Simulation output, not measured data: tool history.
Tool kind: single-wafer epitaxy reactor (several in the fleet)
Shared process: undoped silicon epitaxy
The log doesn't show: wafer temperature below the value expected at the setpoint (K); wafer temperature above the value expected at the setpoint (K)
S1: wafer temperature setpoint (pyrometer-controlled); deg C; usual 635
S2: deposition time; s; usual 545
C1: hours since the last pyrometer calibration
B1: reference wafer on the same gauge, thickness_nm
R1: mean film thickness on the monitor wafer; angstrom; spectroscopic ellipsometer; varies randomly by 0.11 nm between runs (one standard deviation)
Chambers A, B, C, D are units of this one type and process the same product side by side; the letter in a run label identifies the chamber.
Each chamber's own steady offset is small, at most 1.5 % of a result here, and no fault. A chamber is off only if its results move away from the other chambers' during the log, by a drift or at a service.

run	hour	S1	S2	C1	B1	R1
1A	6.4	635	545	1039.1	66.213	664.78
2B	12	635	545	1101.3	66.241	654.19
3D	22.8	635	545	687.5	66.201	651.08
4C	28.7	635	545	839.4	66.215	653.05
5A	35.8	625	638	1068.5	66.284	618.33
6C	42.9	625	638	853.6	66.27	609.41
7B	50.1	625	638	1139.4	66.276	611.34
8D	60.2	625	638	724.9	66.31	609.85
9D	69.9	635	545	734.6	66.299	651.38
10A	78.6	635	592	1111.3	66.3	722.64
11C	86.8	635	592	897.5	66.315	710.91
12B	93.2	635	592	1182.5	66.358	710.68
13C	100.1	635	592	910.8	66.317	711.53
14D	108.6	646	481	773.3	66.398	733.71
15B	115.3	646	481	1204.6	66.355	736.84
16A	121.2	646	481	1153.9	66.365	751.14
17B	131.9	646	481	1221.2	66.418	736.16
18D	142	635	545	806.7	66.395	653.86
19C	152.8	635	545	963.5	66.444	658.76
20A	163.6	635	545	1196.3	66.441	667.32
21A	170.2	635	545	1202.9	66.453	664.99
22B	175.9	635	545	1265.2	66.469	654.48
23C	187.4	635	545	998.1	66.456	656.68
24D	193.2	635	545	857.9	66.471	653.76
25B	200.1	635	545	1289.4	66.516	653.85
26A	209.2	635	545	1241.9	66.51	667.76
27D	220.6	635	545	885.3	66.561	654.55
28C	232.1	635	545	1042.8	66.553	656.77
29D	237.3	635	545	902	66.524	654.5
30C	245.6	635	545	1056.3	66.547	657.7
31B	257.4	635	545	1346.7	66.602	656.35
32A	265.8	635	545	1298.5	66.581	669.38
33B	273	627	589	1362.3	66.602	592.5
34C	283	627	589	1093.7	66.615	592.09
35D	293.2	627	589	957.9	66.625	592.21

Is one chamber out of step, is the gauge drifting, or do the chambers differ by no more than their own small offsets? For an off chamber, give its letter and the likeliest cause.

Gauge drift. The chambers move together only on paper, and none stands off.
Likeliest cause: gauge reads high (%) = 0.684.
